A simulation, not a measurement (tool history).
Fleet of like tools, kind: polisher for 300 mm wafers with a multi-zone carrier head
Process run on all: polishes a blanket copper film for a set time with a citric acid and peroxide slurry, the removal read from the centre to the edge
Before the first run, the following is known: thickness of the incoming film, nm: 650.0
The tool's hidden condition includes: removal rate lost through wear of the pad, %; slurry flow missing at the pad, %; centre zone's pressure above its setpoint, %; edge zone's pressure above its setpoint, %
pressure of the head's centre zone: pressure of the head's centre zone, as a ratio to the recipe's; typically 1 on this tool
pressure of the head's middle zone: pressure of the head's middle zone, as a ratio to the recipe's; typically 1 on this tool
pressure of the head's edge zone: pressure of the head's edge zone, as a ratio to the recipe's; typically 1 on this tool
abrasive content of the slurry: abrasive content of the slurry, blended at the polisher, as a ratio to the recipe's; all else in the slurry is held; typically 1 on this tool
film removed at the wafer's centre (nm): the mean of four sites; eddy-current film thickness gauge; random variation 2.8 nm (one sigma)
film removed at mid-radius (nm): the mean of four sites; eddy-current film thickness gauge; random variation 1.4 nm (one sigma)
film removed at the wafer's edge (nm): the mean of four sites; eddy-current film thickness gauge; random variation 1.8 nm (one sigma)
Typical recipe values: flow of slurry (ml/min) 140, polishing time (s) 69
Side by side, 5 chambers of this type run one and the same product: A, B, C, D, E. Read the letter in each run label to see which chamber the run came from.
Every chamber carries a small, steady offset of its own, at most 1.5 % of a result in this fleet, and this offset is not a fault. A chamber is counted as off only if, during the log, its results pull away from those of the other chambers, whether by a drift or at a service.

run	hour	flow of slurry (ml/min)	pressure of the head's centre zone	pressure of the head's middle zone	pressure of the head's edge zone	abrasive content of the slurry	polishing time (s)	wafers polished on this pad	hours since the slurry nozzle was cleaned	hours since the centre zone pressure was calibrated	hours since the edge zone pressure was calibrated	film removed at the wafer's centre (nm)	film removed at mid-radius (nm)	film removed at the wafer's edge (nm)
# hour 0.6: chamber E: centre zone pressure recalibrated
1D	12	140	1	1	1	1	69	842	109.3	266.8	940.6	210.6	208.1	208.43
2E	19.7	140	1	1	1	1	69	838	123	19.1	962.1	202.57	204.93	206.35
# hour 20.5: chamber C: worn pad replaced by a new one
# hour 21.9: chamber B: worn pad replaced by a new one
3C	35.6	140	1	1	1	1	69	179	286.1	1313	881.7	214.42	210.34	208.24
# hour 42.8: chamber C: centre zone pressure recalibrated
# hour 46: chamber D: worn pad replaced by a new one
4B	50.5	140	1	1	1	1	69	339	92	393.5	308.1	213.53	211.66	210.18
# hour 61.3: chamber E: worn pad replaced by a new one
5A	63.1	140	1	1	1	1	69	767	879.9	504.1	921.7	208.57	209.01	208.94
# hour 72.6: chamber D: edge zone pressure recalibrated
6D	79.5	140	1	1	1	1	69	397	176.8	334.3	6.9	218.98	207.78	213
# hour 86.6: chamber A: worn pad replaced by a new one
# hour 92: chamber A: slurry nozzle cleaned
7E	95.2	140	1.09	1	1	1	46	401	198.5	94.6	1037.6	154.15	135.53	138.67
8A	111.6	140	1.09	1	1	1	46	296	19.6	552.6	970.2	155.64	140.16	137.78
# hour 116.5: chamber E: slurry nozzle cleaned
9C	122.9	140	1.09	1	1	1	46	1213	373.4	80.2	969	152.97	140.01	141.02
# hour 126.4: chamber B: worn pad replaced by a new one
# hour 126.4: chamber C: worn pad replaced by a new one
# hour 132.2: chamber D: worn pad replaced by a new one
10B	136.6	140	1.09	1	1	1	46	120	178.1	479.6	394.2	159.01	140.32	142.63
11E	150.6	140	1.09	1	1	1	46	1057	34.2	150	1093	154.1	135.82	136.76
12B	164.9	140	1	1	1	1	69	456	206.4	507.9	422.5	215.87	207.46	210.13
13C	177.1	140	1	1	1	1	69	600	427.6	134.4	1023.2	208.11	207.14	214.07
14D	185.8	140	1	1	1	1	69	635	283.1	440.6	113.2	210.59	211.99	210.5
# hour 187.4: chamber E: worn pad replaced by a new one
# hour 193.1: chamber A: worn pad replaced by a new one
15A	196.4	140	1	1	1	1	69	40	104.4	637.4	1055	212.98	210.54	209.91
# hour 201.4: chamber B: centre zone pressure recalibrated
16C	203.8	140	1	1.07	1	1	84	916	454.3	161.1	1049.9	251.31	268.04	258.22
# hour 205.8: chamber C: edge zone pressure recalibrated
# hour 208.9: chamber B: slurry nozzle cleaned
# hour 209: chamber A: edge zone pressure recalibrated
# hour 219.3: chamber D: worn pad replaced by a new one
17B	220.1	140	1	1.07	1	1	84	1109	11.2	18.8	477.7	286	273.56	254.29
# hour 231.7: chamber B: worn pad replaced by a new one
18D	235.1	140	1	1.07	1	1	84	187	332.4	489.9	162.5	251.68	272.93	260.3
# hour 248.1: chamber C: worn pad replaced by a new one
19A	250.3	140	1	1.07	1	1	84	678	158.3	691.3	41.4	255.39	273.69	255.8
20E	267	140	1	1.07	1	1	84	943	150.6	266.4	1209.4	254.4	264.97	253.53
21A	276.8	140	1	1	1	1	69	992	184.8	717.8	67.9	213.28	209.42	207.51
# hour 288.6: chamber E: worn pad replaced by a new one
# hour 290.6: chamber A: worn pad replaced by a new one
22E	292.9	140	1	1	1	1	69	51	176.5	292.3	1235.3	211.52	204.55	206.14
23D	308.7	190	1	1	1	1.25	69	1059	406	563.5	236.1	231.25	230.61	227.35
24C	322.8	190	1	1	1	1.25	69	885	573.3	280.1	117.1	232.48	232.7	234.23
# hour 330.1: chamber D: worn pad replaced by a new one
# hour 336.8: chamber E: edge zone pressure recalibrated
25B	337.5	190	1	1	1	1.25	69	1252	128.6	136.2	595.1	267.96	231.89	230.72
26A	353.2	190	1	1	1	1.25	69	741	261.2	794.2	144.3	233.1	232.67	229.23
# hour 358.9: chamber C: worn pad replaced by a new one
27B	362.3	190	1	1	1	1.25	69	1546	153.4	161	619.9	265.75	235.84	227.34
# hour 366.3: chamber B: worn pad replaced by a new one
28D	373.4	185	1	1	1	0.75	69	513	470.7	628.2	300.8	205.48	209.58	205.6
29E	382.1	185	1	1	1	0.75	69	1107	265.7	381.5	45.3	206.91	203.12	201
# hour 387.4: chamber A: worn pad replaced by a new one
# hour 393.1: chamber E: worn pad replaced by a new one
# hour 394.3: chamber E: slurry nozzle cleaned
30C	396.6	185	1	1	1	0.75	69	447	647.1	353.9	190.9	210.54	206.23	206.1
31D	404.5	185	1	1	1	0.75	69	881	501.8	659.3	331.9	210.49	205.43	207.16
32C	417.2	185	1	1	1	0.75	69	691	667.7	374.5	211.5	215.69	206.56	206.96
# hour 418.7: chamber D: worn pad replaced by a new one
# hour 419.3: chamber A: centre zone pressure recalibrated
33E	428.2	140	1	1	1	1	69	415	33.9	427.6	91.4	202.83	205.21	207.87
# hour 442.1: chamber D: slurry nozzle cleaned
34B	443	140	1	1	1	1	69	908	234.1	241.7	700.6	242.02	211.83	208.62
35A	452.2	140	1	1	1	1	69	767	360.2	32.9	243.3	208.72	209.62	207.27
36C	466.6	140	1	1	1	1	69	1276	717.1	423.9	260.9	212.43	209.22	210.7
37D	481.7	140	1	1	1	1	69	746	39.6	736.5	409.1	212.89	211.59	211.67

The same settings go to every chamber for the next run, one line per chamber below. Forecast the results for each:
38A	493.7	140	1	1	1	1	69					?	?	?
38B	493.7	140	1	1	1	1	69					?	?	?
38C	493.7	140	1	1	1	1	69					?	?	?
38D	493.7	140	1	1	1	1	69					?	?	?
38E	493.7	140	1	1	1	1	69					?	?	?

run	film removed at the wafer's centre (nm)	film removed at mid-radius (nm)	film removed at the wafer's edge (nm)
38A	208.89	210.46	206.44
38B	237.46	209.95	208.15
38C	208.95	208.02	213.32
38D	209.19	211.55	213.17
38E	208.31	205.99	208.55

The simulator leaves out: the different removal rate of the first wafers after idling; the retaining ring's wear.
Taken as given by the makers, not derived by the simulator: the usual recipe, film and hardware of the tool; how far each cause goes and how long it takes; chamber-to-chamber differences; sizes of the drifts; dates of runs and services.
